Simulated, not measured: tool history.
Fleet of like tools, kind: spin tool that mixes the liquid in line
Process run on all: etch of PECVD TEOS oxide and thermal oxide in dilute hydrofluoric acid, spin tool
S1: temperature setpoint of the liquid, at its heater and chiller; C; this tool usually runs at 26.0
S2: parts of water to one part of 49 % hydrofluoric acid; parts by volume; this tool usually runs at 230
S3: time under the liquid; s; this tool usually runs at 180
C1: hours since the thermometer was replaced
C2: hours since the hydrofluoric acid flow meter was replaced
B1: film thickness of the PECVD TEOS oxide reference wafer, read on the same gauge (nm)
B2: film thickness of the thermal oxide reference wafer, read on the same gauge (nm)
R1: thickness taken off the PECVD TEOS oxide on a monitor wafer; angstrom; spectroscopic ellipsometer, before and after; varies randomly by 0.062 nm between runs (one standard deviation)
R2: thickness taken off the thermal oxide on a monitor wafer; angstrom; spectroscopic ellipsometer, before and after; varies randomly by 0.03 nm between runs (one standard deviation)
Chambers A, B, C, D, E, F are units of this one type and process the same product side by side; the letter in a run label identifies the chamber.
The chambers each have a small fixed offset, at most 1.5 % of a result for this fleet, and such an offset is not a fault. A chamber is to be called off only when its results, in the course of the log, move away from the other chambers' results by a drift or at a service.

{"run": "1A", "day": 0.208, "S1": 26.0, "S2": 230, "S3": 180, "C1": 15.3, "C2": 1108.5, "B1": 30.056, "B2": 69.987, "R1": 149.61, "R2": 34.909}
{"run": "2B", "day": 0.396, "S1": 26.0, "S2": 230, "S3": 180, "C1": 1129.0, "C2": 461.5, "B1": 29.969, "B2": 70.002, "R1": 149.78, "R2": 34.655}
{"run": "3E", "day": 0.575, "S1": 26.0, "S2": 230, "S3": 180, "C1": 524.1, "C2": 99.2, "B1": 30.019, "B2": 69.989, "R1": 148.98, "R2": 34.783}
{"run": "4F", "day": 0.692, "S1": 26.0, "S2": 230, "S3": 180, "C1": 2152.9, "C2": 678.7, "B1": 29.974, "B2": 69.992, "R1": 147.63, "R2": 34.299}
{"run": "5C", "day": 0.912, "S1": 26.0, "S2": 230, "S3": 180, "C1": 434.2, "C2": 644.1, "B1": 30.008, "B2": 69.984, "R1": 148.28, "R2": 34.762}
{"run": "6D", "day": 1.062, "S1": 26.0, "S2": 230, "S3": 180, "C1": 425.0, "C2": 713.3, "B1": 30.025, "B2": 69.961, "R1": 149.17, "R2": 35.061}
{"run": "7F", "day": 1.267, "S1": 26.0, "S2": 230, "S3": 180, "C1": 2166.7, "C2": 692.5, "B1": 30.057, "B2": 69.983, "R1": 148.58, "R2": 34.236}
{"run": "8D", "day": 1.525, "S1": 26.0, "S2": 295, "S3": 220, "C1": 436.1, "C2": 724.4, "B1": 30.003, "B2": 70.014, "R1": 132.33, "R2": 30.686}
{"run": "9A", "day": 1.738, "S1": 26.0, "S2": 295, "S3": 220, "C1": 52.0, "C2": 1145.2, "B1": 29.943, "B2": 69.965, "R1": 131.18, "R2": 30.163}
{"run": "10C", "day": 1.896, "S1": 26.0, "S2": 295, "S3": 220, "C1": 457.8, "C2": 667.7, "B1": 30.01, "B2": 70.023, "R1": 132.59, "R2": 31.188}
{"run": "11E", "day": 2.042, "S1": 26.0, "S2": 295, "S3": 220, "C1": 559.3, "C2": 134.4, "B1": 29.996, "B2": 70.02, "R1": 132.07, "R2": 31.333}
{"run": "12B", "day": 2.296, "S1": 26.0, "S2": 295, "S3": 220, "C1": 1174.6, "C2": 507.1, "B1": 30.004, "B2": 70.028, "R1": 134.43, "R2": 30.518}
{"run": "13C", "day": 2.425, "S1": 26.0, "S2": 295, "S3": 220, "C1": 470.5, "C2": 680.4, "B1": 29.943, "B2": 69.98, "R1": 132.33, "R2": 30.387}
{"run": "14A", "day": 2.671, "S1": 26.0, "S2": 230, "S3": 180, "C1": 74.4, "C2": 1167.6, "B1": 29.959, "B2": 70.019, "R1": 148.68, "R2": 34.524}
{"run": "15B", "day": 2.917, "S1": 29.5, "S2": 230, "S3": 180, "C1": 1189.5, "C2": 522.0, "B1": 29.988, "B2": 69.963, "R1": 169.73, "R2": 38.854}
{"run": "16E", "day": 3.138, "S1": 29.5, "S2": 230, "S3": 180, "C1": 585.6, "C2": 160.7, "B1": 30.017, "B2": 69.964, "R1": 167.54, "R2": 39.546}
{"day": 3.171, "done": "chamber F: hydrofluoric acid flow meter replaced"}
{"run": "17D", "day": 3.3, "S1": 29.5, "S2": 230, "S3": 180, "C1": 478.7, "C2": 767.0, "B1": 30.02, "B2": 70.051, "R1": 168.12, "R2": 39.633}
{"run": "18F", "day": 3.467, "S1": 29.5, "S2": 230, "S3": 180, "C1": 2219.5, "C2": 7.1, "B1": 29.982, "B2": 70.0, "R1": 165.99, "R2": 38.691}
{"run": "19B", "day": 3.654, "S1": 29.5, "S2": 230, "S3": 180, "C1": 1207.2, "C2": 539.7, "B1": 30.051, "B2": 70.001, "R1": 169.58, "R2": 39.29}
{"run": "20A", "day": 3.783, "S1": 29.5, "S2": 230, "S3": 180, "C1": 101.1, "C2": 1194.3, "B1": 30.011, "B2": 70.0, "R1": 168.62, "R2": 39.168}
{"run": "21C", "day": 4.008, "S1": 26.0, "S2": 230, "S3": 180, "C1": 508.5, "C2": 718.4, "B1": 30.028, "B2": 69.992, "R1": 149.52, "R2": 34.85}
{"day": 4.2, "done": "chamber D: hydrofluoric acid flow meter replaced"}
{"run": "22E", "day": 4.254, "S1": 26.0, "S2": 130, "S3": 180, "C1": 612.4, "C2": 187.5, "B1": 29.976, "B2": 69.995, "R1": 301.77, "R2": 71.282}
{"run": "23F", "day": 4.433, "S1": 26.0, "S2": 130, "S3": 180, "C1": 2242.7, "C2": 30.3, "B1": 29.99, "B2": 69.956, "R1": 291.78, "R2": 67.466}
{"run": "24D", "day": 4.671, "S1": 26.0, "S2": 130, "S3": 180, "C1": 511.6, "C2": 11.3, "B1": 29.985, "B2": 69.995, "R1": 297.37, "R2": 69.791}
{"run": "25C", "day": 4.804, "S1": 26.0, "S2": 130, "S3": 180, "C1": 527.6, "C2": 737.5, "B1": 30.045, "B2": 70.005, "R1": 292.48, "R2": 68.172}
{"run": "26B", "day": 4.962, "S1": 26.0, "S2": 130, "S3": 180, "C1": 1238.6, "C2": 571.1, "B1": 29.981, "B2": 70.03, "R1": 299.48, "R2": 68.793}
{"run": "27D", "day": 5.083, "S1": 26.0, "S2": 130, "S3": 180, "C1": 521.5, "C2": 21.2, "B1": 29.972, "B2": 69.985, "R1": 299.1, "R2": 70.364}
{"run": "28F", "day": 5.217, "S1": 26.0, "S2": 230, "S3": 180, "C1": 2261.5, "C2": 49.1, "B1": 30.005, "B2": 69.989, "R1": 147.44, "R2": 35.044}
{"run": "29E", "day": 5.35, "S1": 26.0, "S2": 340, "S3": 145, "C1": 638.7, "C2": 213.8, "B1": 30.0, "B2": 70.02, "R1": 72.211, "R2": 16.82}
{"run": "30A", "day": 5.5, "S1": 26.0, "S2": 340, "S3": 145, "C1": 142.3, "C2": 1235.5, "B1": 30.001, "B2": 69.99, "R1": 72.598, "R2": 16.659}
{"day": 5.683, "done": "chamber A: hydrofluoric acid flow meter replaced"}
{"run": "31D", "day": 5.725, "S1": 26.0, "S2": 340, "S3": 145, "C1": 536.9, "C2": 36.6, "B1": 30.029, "B2": 70.01, "R1": 72.177, "R2": 16.908}
{"run": "32C", "day": 5.942, "S1": 26.0, "S2": 340, "S3": 145, "C1": 554.9, "C2": 764.8, "B1": 29.992, "B2": 70.006, "R1": 71.722, "R2": 16.91}
{"run": "33E", "day": 6.188, "S1": 26.0, "S2": 340, "S3": 145, "C1": 658.8, "C2": 233.9, "B1": 29.947, "B2": 69.983, "R1": 71.987, "R2": 17.037}
{"run": "34A", "day": 6.4, "S1": 26.0, "S2": 340, "S3": 145, "C1": 163.9, "C2": 17.2, "B1": 30.013, "B2": 69.994, "R1": 72.517, "R2": 16.731}
{"run": "35B", "day": 6.617, "S1": 26.0, "S2": 230, "S3": 180, "C1": 1278.3, "C2": 610.8, "B1": 29.928, "B2": 69.983, "R1": 150.49, "R2": 35.001}
{"run": "36F", "day": 6.779, "S1": 26.0, "S2": 230, "S3": 125, "C1": 2299.0, "C2": 86.6, "B1": 30.009, "B2": 69.973, "R1": 101.73, "R2": 23.647}
{"day": 6.854, "done": "chamber F: thermometer replaced"}
{"run": "37C", "day": 7.0, "S1": 26.0, "S2": 230, "S3": 125, "C1": 580.3, "C2": 790.2, "B1": 29.977, "B2": 70.034, "R1": 102.83, "R2": 23.9}
{"run": "38F", "day": 7.212, "S1": 26.0, "S2": 230, "S3": 125, "C1": 8.7, "C2": 97.0, "B1": 30.027, "B2": 69.993, "R1": 102.03, "R2": 23.698}
{"run": "39D", "day": 7.388, "S1": 26.0, "S2": 230, "S3": 125, "C1": 576.8, "C2": 76.5, "B1": 29.946, "B2": 70.006, "R1": 103.84, "R2": 24.361}
{"day": 7.471, "done": "chamber E: thermometer replaced"}
{"run": "40E", "day": 7.642, "S1": 26.0, "S2": 230, "S3": 125, "C1": 4.1, "C2": 268.8, "B1": 29.964, "B2": 69.987, "R1": 102.97, "R2": 24.122}
{"run": "41B", "day": 7.821, "S1": 26.0, "S2": 230, "S3": 125, "C1": 1307.2, "C2": 639.7, "B1": 30.032, "B2": 70.006, "R1": 103.73, "R2": 24.544}
{"run": "42A", "day": 8.004, "S1": 26.0, "S2": 230, "S3": 180, "C1": 202.4, "C2": 55.7, "B1": 30.006, "B2": 69.977, "R1": 148.78, "R2": 34.126}
{"run": "43B", "day": 8.196, "S1": 26.0, "S2": 180, "S3": 180, "C1": 1316.2, "C2": 648.7, "B1": 29.962, "B2": 69.984, "R1": 203.7, "R2": 46.501}
{"run": "44F", "day": 8.45, "S1": 26.0, "S2": 180, "S3": 180, "C1": 38.4, "C2": 126.7, "B1": 30.077, "B2": 69.998, "R1": 199.68, "R2": 46.66}

Each of the 6 chambers runs these same settings next. Fill in every chamber's results:
{"run": "45A", "day": 8.642, "S1": 26.0, "S2": 185, "S3": 180, "R1": "?", "R2": "?"}
{"run": "45B", "day": 8.642, "S1": 26.0, "S2": 185, "S3": 180, "R1": "?", "R2": "?"}
{"run": "45C", "day": 8.642, "S1": 26.0, "S2": 185, "S3": 180, "R1": "?", "R2": "?"}
{"run": "45D", "day": 8.642, "S1": 26.0, "S2": 185, "S3": 180, "R1": "?", "R2": "?"}
{"run": "45E", "day": 8.642, "S1": 26.0, "S2": 185, "S3": 180, "R1": "?", "R2": "?"}
{"run": "45F", "day": 8.642, "S1": 26.0, "S2": 185, "S3": 180, "R1": "?", "R2": "?"}

run=45A R1=195.420 R2=45.738
run=45B R1=198.070 R2=45.835
run=45C R1=194.660 R2=45.513
run=45D R1=194.950 R2=45.577
run=45E R1=194.730 R2=46.453
run=45F R1=192.700 R2=44.430
